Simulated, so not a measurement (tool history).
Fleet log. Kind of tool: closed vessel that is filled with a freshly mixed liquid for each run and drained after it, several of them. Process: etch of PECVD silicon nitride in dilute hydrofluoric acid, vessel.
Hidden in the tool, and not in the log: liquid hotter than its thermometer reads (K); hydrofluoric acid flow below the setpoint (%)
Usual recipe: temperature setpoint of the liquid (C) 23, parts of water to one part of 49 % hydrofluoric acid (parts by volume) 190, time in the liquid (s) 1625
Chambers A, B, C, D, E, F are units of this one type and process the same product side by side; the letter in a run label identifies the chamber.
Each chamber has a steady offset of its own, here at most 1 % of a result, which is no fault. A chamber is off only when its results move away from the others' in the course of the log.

| run | hour | temperature setpoint of the liquid (C) | parts of water to one part of 49 % hydrofluoric acid (parts by volume) | time in the liquid (s) | hours since the thermometer was replaced | hours since the hydrofluoric acid flow meter was replaced | read-back film thickness of the PECVD silicon nitride reference wafer, read on the same gauge (nm) | thickness taken off the PECVD silicon nitride on a monitor wafer (nm) |
|---|---|---|---|---|---|---|---|---|
| 1F | 6.2 | 23 | 190 | 1625 | 463.4 | 938.9 | 90.005 | 22.019 |
| 2D | 13.3 | 23 | 190 | 1625 | 1102.6 | 521.5 | 89.997 | 22.257 |
| 3A | 22 | 23 | 190 | 1625 | 179.3 | 336.5 | 89.985 | 22.688 |
| 4E | 33.8 | 23 | 190 | 1625 | 300.8 | 653.5 | 89.984 | 22.756 |
| 5B | 40.9 | 23 | 190 | 1625 | 2340.8 | 1243.2 | 90.006 | 22.257 |
| 6C | 48.6 | 23 | 190 | 1625 | 1256.9 | 384.4 | 90.013 | 22.982 |
| 7F | 56.8 | 23 | 190 | 1625 | 514 | 989.5 | 90.011 | 22.419 |
| 8C | 65.4 | 23 | 190 | 1625 | 1273.7 | 401.2 | 90 | 22.515 |
| 9B | 74.1 | 23 | 190 | 1625 | 2374 | 1276.4 | 90.002 | 22.535 |
| 10A | 84.1 | 23 | 190 | 1625 | 241.4 | 398.6 | 90.004 | 22.794 |
| 11E | 96.1 | 23 | 120 | 1990 | 363.1 | 715.8 | 90.009 | 43.496 |
| 12D | 107.7 | 23 | 120 | 1990 | 1197 | 615.9 | 89.962 | 43.367 |
| 13F | 115.9 | 23 | 120 | 1990 | 573.1 | 1048.6 | 90.005 | 42.374 |
| 14E | 127.6 | 23 | 120 | 1990 | 394.6 | 747.3 | 90 | 43.61 |
| 15A | 134.3 | 23 | 120 | 1990 | 291.6 | 448.8 | 90.027 | 43.77 |
| 16B | 139.8 | 23 | 120 | 1990 | 2439.7 | 1342.1 | 89.995 | 43.574 |
| 17C | 147 | 23 | 190 | 1625 | 1355.3 | 482.8 | 90.003 | 23.087 |
| 18D | 156.5 | 23 | 190 | 1625 | 1245.8 | 664.7 | 90.001 | 22.773 |
| 19E | 164.9 | 19 | 190 | 710 | 431.9 | 784.6 | 90.004 | 7.5866 |
|  | 168.4 | chamber C: hydrofluoric acid flow meter replaced |
| 20B | 173.5 | 19 | 190 | 710 | 2473.4 | 1375.8 | 89.965 | 7.5935 |
| 21C | 182.2 | 19 | 190 | 710 | 1390.5 | 13.8 | 89.997 | 7.8829 |
| 22A | 191 | 19 | 190 | 710 | 348.3 | 505.5 | 90.004 | 7.6438 |
|  | 200.1 | chamber E: hydrofluoric acid flow meter replaced |
| 23F | 203.5 | 19 | 190 | 710 | 660.7 | 1136.2 | 90.016 | 7.456 |
| 24D | 213.5 | 19 | 190 | 710 | 1302.8 | 721.7 | 89.982 | 7.4871 |
| 25C | 224.2 | 23 | 190 | 1625 | 1432.5 | 55.8 | 90.004 | 23.676 |
|  | 224.5 | chamber B: thermometer replaced |
| 26E | 230.7 | 23 | 190 | 1625 | 497.7 | 30.6 | 90.006 | 22.687 |
| 27D | 238.8 | 23 | 190 | 1625 | 1328.1 | 747 | 89.996 | 22.274 |
|  | 241.1 | chamber F: hydrofluoric acid flow meter replaced |
| 28F | 245.4 | 23 | 190 | 1625 | 702.6 | 4.3 | 90.014 | 22.274 |
| 29A | 256.4 | 23 | 190 | 1625 | 413.7 | 570.9 | 90.002 | 22.549 |
| 30B | 265.6 | 23 | 190 | 1625 | 41.1 | 1467.9 | 89.986 | 22.329 |
| 31A | 273.1 | 23 | 190 | 1625 | 430.4 | 587.6 | 89.973 | 22.587 |
| 32C | 281.2 | 23 | 190 | 1625 | 1489.5 | 112.8 | 90.008 | 23.845 |
| 33B | 293 | 23 | 190 | 1625 | 68.5 | 1495.3 | 89.981 | 22.081 |
| 34D | 304.4 | 23 | 190 | 1625 | 1393.7 | 812.6 | 89.987 | 22.356 |
| 35F | 312.3 | 20 | 190 | 1625 | 769.5 | 71.2 | 90.011 | 18.399 |
| 36E | 319.6 | 20 | 190 | 1625 | 586.6 | 119.5 | 90.011 | 18.631 |
| 37B | 329.1 | 20 | 190 | 1625 | 104.6 | 1531.4 | 89.961 | 18.526 |
| 38D | 339.9 | 20 | 190 | 1625 | 1429.2 | 848.1 | 90.006 | 18.36 |
| 39C | 345.9 | 20 | 190 | 1625 | 1554.2 | 177.5 | 90.017 | 19.793 |
| 40F | 352 | 20 | 190 | 1625 | 809.2 | 110.9 | 90.008 | 18.329 |
| 41E | 360.2 | 23 | 190 | 1625 | 627.2 | 160.1 | 90.027 | 22.689 |
| 42A | 368.4 | 23 | 190 | 1625 | 525.7 | 682.9 | 90.011 | 22.531 |
| 43E | 374.6 | 21 | 190 | 950 | 641.6 | 174.5 | 90.013 | 11.797 |
| 44B | 386.9 | 21 | 190 | 950 | 162.4 | 1589.2 | 90.021 | 11.375 |

Has any chamber moved away from the others, gradually or after a service, or does the common gauge drift, or do the chambers differ only by their own small steady offsets? State the chamber and the most likely cause if one applies.

It is chamber C that slowly wanders off from its peers.
Likeliest cause: liquid hotter than its thermometer reads (K) = 1.08.

Which of the 4 candidates below, each the usual settings with something changed and its results left as question marks, puts chamber C back in line with what the other chambers give on the usual settings?
In line means no further than this from the other chambers' mean on the usual settings: thickness taken off the PECVD silicon nitride on a monitor wafer (nm) 0.53
| 45C-1 | 395.8 | 23 | 190 | 1670 |  |  |  | ? |
| 45C-2 | 395.8 | 23 | 190 | 1580 |  |  |  | ? |
| 45C-3 | 395.8 | 23 | 185 | 1700 |  |  |  | ? |
| 45C-4 | 395.8 | 22.5 | 200 | 1625 |  |  |  | ? |

The other chambers' mean on the usual settings: thickness taken off the PECVD silicon nitride on a monitor wafer (nm) 22.499
| run | thickness taken off the PECVD silicon nitride on a monitor wafer (nm) |
|---|---|
| 45C-1 | 25.034 |
| 45C-2 | 23.685 |
| 45C-3 | 26.176 |
| 45C-4 | 22.415 |
It is 45C-4 that realigns the chamber with its peers.

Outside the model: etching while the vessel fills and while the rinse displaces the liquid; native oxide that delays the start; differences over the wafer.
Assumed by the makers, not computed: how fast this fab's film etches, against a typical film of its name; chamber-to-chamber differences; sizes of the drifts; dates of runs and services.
